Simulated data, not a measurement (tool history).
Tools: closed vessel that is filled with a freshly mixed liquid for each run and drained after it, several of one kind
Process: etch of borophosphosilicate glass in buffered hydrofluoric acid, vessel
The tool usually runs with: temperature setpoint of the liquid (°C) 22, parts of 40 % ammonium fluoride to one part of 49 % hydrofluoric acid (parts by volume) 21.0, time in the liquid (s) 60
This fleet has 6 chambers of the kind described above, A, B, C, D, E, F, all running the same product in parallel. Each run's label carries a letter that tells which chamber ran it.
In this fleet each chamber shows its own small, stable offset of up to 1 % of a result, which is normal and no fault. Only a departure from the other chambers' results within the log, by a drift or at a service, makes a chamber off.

run     day  temperature setpoint of the liquid (°C)  parts of 40 % ammonium fluoride to one part of 49 % hydrofluoric acid (parts by volume)  time in the liquid (s)  read-back film thickness of the borophosphosilicate glass reference wafer, read on the same gauge (nm)  thickness taken off the borophosphosilicate glass on a monitor wafer (angstrom)
 1C   0.346                                       22                                                                                     21.0                      60                                                                                                  30.016                                                                           935.01
 2F   0.829                                       22                                                                                     21.0                      60                                                                                                  30.041                                                                           913.89
 3A   1.204                                       22                                                                                     21.0                      60                                                                                                  29.994                                                                           945.23
 4B   1.721                                       22                                                                                     21.0                      60                                                                                                  30.010                                                                           935.25
 5E   2.017                                       24                                                                                     21.0                      60                                                                                                  30.017                                                                          1058.50
 6D   2.504                                       24                                                                                     21.0                      60                                                                                                  29.997                                                                          1029.20
 7B   3.033                                       24                                                                                     21.0                      60                                                                                                  30.028                                                                          1049.30
 8E   3.517                                       24                                                                                     21.0                      60                                                                                                  30.006                                                                          1034.30
 9F   3.792                                       24                                                                                     21.0                      60                                                                                                  29.979                                                                          1046.10
      4.204  -- chamber C: thermometer replaced
10D   4.288                                       24                                                                                     21.0                      60                                                                                                  29.994                                                                          1063.10
      4.662  -- chamber F: thermometer replaced
11C   4.679                                       22                                                                                     21.0                      60                                                                                                  29.995                                                                           936.40
12A   4.992                                       22                                                                                     13.5                      60                                                                                                  30.007                                                                          1443.40
13D   5.300                                       22                                                                                     13.5                      60                                                                                                  29.986                                                                          1475.30
14E   5.608                                       22                                                                                     13.5                      60                                                                                                  30.030                                                                          1431.10
      5.904  -- chamber C: hydrofluoric acid flow meter replaced
15C   5.988                                       22                                                                                     13.5                      60                                                                                                  30.008                                                                          1445.10
16A   6.233                                       22                                                                                     13.5                      60                                                                                                  29.978                                                                          1437.30
17F   6.775                                       22                                                                                     13.5                      60                                                                                                  29.989                                                                          1389.10
18B   7.204                                       22                                                                                     21.0                      60                                                                                                  30.022                                                                           922.68
      7.271  -- chamber E: hydrofluoric acid flow meter replaced
19D   7.608                                       22                                                                                     21.0                      60                                                                                                  30.023                                                                           977.32
20B   7.875                                       22                                                                                     21.0                      60                                                                                                  30.004                                                                           940.22
21A   8.250                                       22                                                                                     21.0                      60                                                                                                  30.018                                                                           924.37
22C   8.758                                       22                                                                                     21.0                      60                                                                                                  29.960                                                                           923.38
23E   9.196                                       22                                                                                     21.0                      60                                                                                                  29.980                                                                           939.14
24F   9.717                                       22                                                                                     21.0                      60                                                                                                  30.037                                                                           939.05
25D   9.988                                       22                                                                                     21.0                      60                                                                                                  30.005                                                                          1000.60
26E  10.304                                       22                                                                                     21.0                      60                                                                                                  29.967                                                                           935.92
27A  10.612                                       22                                                                                     21.0                      75                                                                                                  29.989                                                                          1171.90
28B  10.979                                       22                                                                                     21.0                      75                                                                                                  30.029                                                                          1194.10
29C  11.371                                       22                                                                                     21.0                      75                                                                                                  30.000                                                                          1163.80
30F  11.817                                       22                                                                                     21.0                      75                                                                                                  30.018                                                                          1157.80
31B  12.312                                       22                                                                                     21.0                      75                                                                                                  29.997                                                                          1164.90
32C  12.721                                       22                                                                                     21.0                      75                                                                                                  29.992                                                                          1188.70
33E  12.996                                       22                                                                                     21.0                      60                                                                                                  30.006                                                                           937.75
34D  13.254                                       22                                                                                     16.5                      85                                                                                                  30.004                                                                          1791.40
35A  13.529                                       22                                                                                     16.5                      85                                                                                                  30.026                                                                          1658.60
36F  13.775                                       22                                                                                     16.5                      85                                                                                                  29.995                                                                          1622.00

Decide between three cases: one chamber stands off from its peers, the gauge reading all wafers drifts, or nothing is wrong past each chamber's small offset. Where a chamber is off, say which and what most likely put it there.

It is chamber D that slowly wanders off from its peers.
Likeliest cause: liquid hotter than its thermometer reads (K) = 1.8.
Not necessarily distinguishable in this log from: hydrofluoric acid flow above the setpoint (%).

Chamber D could run next with any of the 4 candidate recipes listed below; each alters the usual settings, and their results appear as question marks. Which one brings its results back in line with what the other chambers deliver on the usual settings?
Counts as in line when no further than this from what the other chambers average on the usual settings: thickness taken off the borophosphosilicate glass on a monitor wafer (angstrom) 31.00
37D-1  14.162                                       22                                                                                     21.5                      60                                                                                                                                                                                        ?
37D-2  14.162                                       22                                                                                     20.5                      65                                                                                                                                                                                        ?
37D-3  14.162                                       22                                                                                     21.0                      55                                                                                                                                                                                        ?
37D-4  14.162                                       22                                                                                     20.5                      60                                                                                                                                                                                        ?

The mean the other chambers reach with the usual settings: thickness taken off the borophosphosilicate glass on a monitor wafer (angstrom) 937.18
  run  thickness taken off the borophosphosilicate glass on a monitor wafer (angstrom)
37D-1                                                                          1010.50
37D-2                                                                          1131.90
37D-3                                                                           941.73
37D-4                                                                          1044.80
The answer is 37D-3, which returns the chamber to within the allowed miss of the others.
